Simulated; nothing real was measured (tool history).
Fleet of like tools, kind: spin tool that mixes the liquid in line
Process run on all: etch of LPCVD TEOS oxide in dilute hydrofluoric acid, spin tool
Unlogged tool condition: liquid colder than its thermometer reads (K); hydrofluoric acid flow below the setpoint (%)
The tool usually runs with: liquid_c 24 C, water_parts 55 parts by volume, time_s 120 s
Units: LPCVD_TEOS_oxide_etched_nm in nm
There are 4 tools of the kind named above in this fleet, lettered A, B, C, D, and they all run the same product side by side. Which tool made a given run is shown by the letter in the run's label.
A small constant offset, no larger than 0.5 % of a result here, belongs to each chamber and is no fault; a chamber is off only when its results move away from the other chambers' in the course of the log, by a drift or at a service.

run	hour	liquid_c	water_parts	time_s	hours since the thermometer was replaced	hours since the hydrofluoric acid flow meter was replaced	read-back film thickness of the LPCVD TEOS oxide reference wafer, read on the same gauge (nm)	LPCVD_TEOS_oxide_etched_nm
1D	6.1	24	55	120	599	180.3	50.003	58.159
2C	12.6	24	55	120	404.7	475.9	50.014	58.249
3A	16.2	24	55	120	2266.3	1093.4	49.992	58.035
4B	22.2	24	55	120	2453.9	126.9	49.999	58.596
5C	28.6	24	55	120	420.7	491.9	49.984	58.377
6D	31.6	24	55	120	624.5	205.8	49.981	58.839
7B	36.4	24	55	120	2468.1	141.1	50.004	58.912
8A	39.8	24	55	120	2289.9	1117	50.018	58.372
9C	43.5	24	65	165	435.6	506.8	50.005	65.658
10D	46.7	24	65	165	639.6	220.9	50.009	66.163
11A	52.9	24	65	165	2303	1130.1	49.979	67.328
12B	58.5	24	65	165	2490.2	163.2	49.995	68.13
13C	64.1	22.5	40	120	456.2	527.4	50.002	76.067
14B	68.6	22.5	40	120	2500.3	173.3	50.006	77.299
15D	75.1	22.5	40	120	668	249.3	49.987	78.117
16A	79.7	22.5	40	120	2329.8	1156.9	49.991	76.611
17B	85.7	24	55	120	2517.4	190.4	49.998	58.144
18D	91.4	24	55	120	684.3	265.6	50.009	58.41
19C	96.3	24	55	120	488.4	559.6	49.995	57.747
20A	99.2	21.5	35	120	2349.3	1176.4	50.004	84.075
21A	103.9	21.5	35	120	2354	1181.1	50.019	83.762
22C	110.2	21.5	35	120	502.3	573.5	49.997	83.562
23D	113.4	21.5	35	120	706.3	287.6	50.004	86.27
24B	119.5	24	55	120	2551.2	224.2	50.005	58.788
25D	123.6	24	55	120	716.5	297.8	49.996	58.004
26A	126.8	24	55	120	2376.9	1204	49.985	58.42
27B	132.7	24	55	120	2564.4	237.4	50	59.455
28C	136.7	24	55	120	528.8	600	50.006	57.073
29A	141.2	24	55	120	2391.3	1218.4	50.009	58.229
# hour 144.3: chamber C: thermometer replaced
30B	145.5	24	55	120	2577.2	250.2	50.012	58.638
31C	150.8	24	55	120	6.6	614.1	50.013	56.637
32D	155.1	24	55	120	748	329.3	50.018	58.193
33D	161.5	24	55	120	754.4	335.7	49.987	57.738
34B	167.8	24	55	120	2599.5	272.5	49.991	58.195
35A	170.7	24	55	120	2420.8	1247.9	49.987	58.282
36C	174.1	24	55	120	29.9	637.4	50	56.166
37A	178.7	24	55	120	2428.8	1255.9	49.992	57.374

All 4 chambers run these settings next. Forecast each chamber's results:
38A	183.5	24	55	120				?
38B	183.5	24	55	120				?
38C	183.5	24	55	120				?
38D	183.5	24	55	120				?

run	LPCVD_TEOS_oxide_etched_nm
38A	58.53
38B	58.971
38C	56.964
38D	58.056
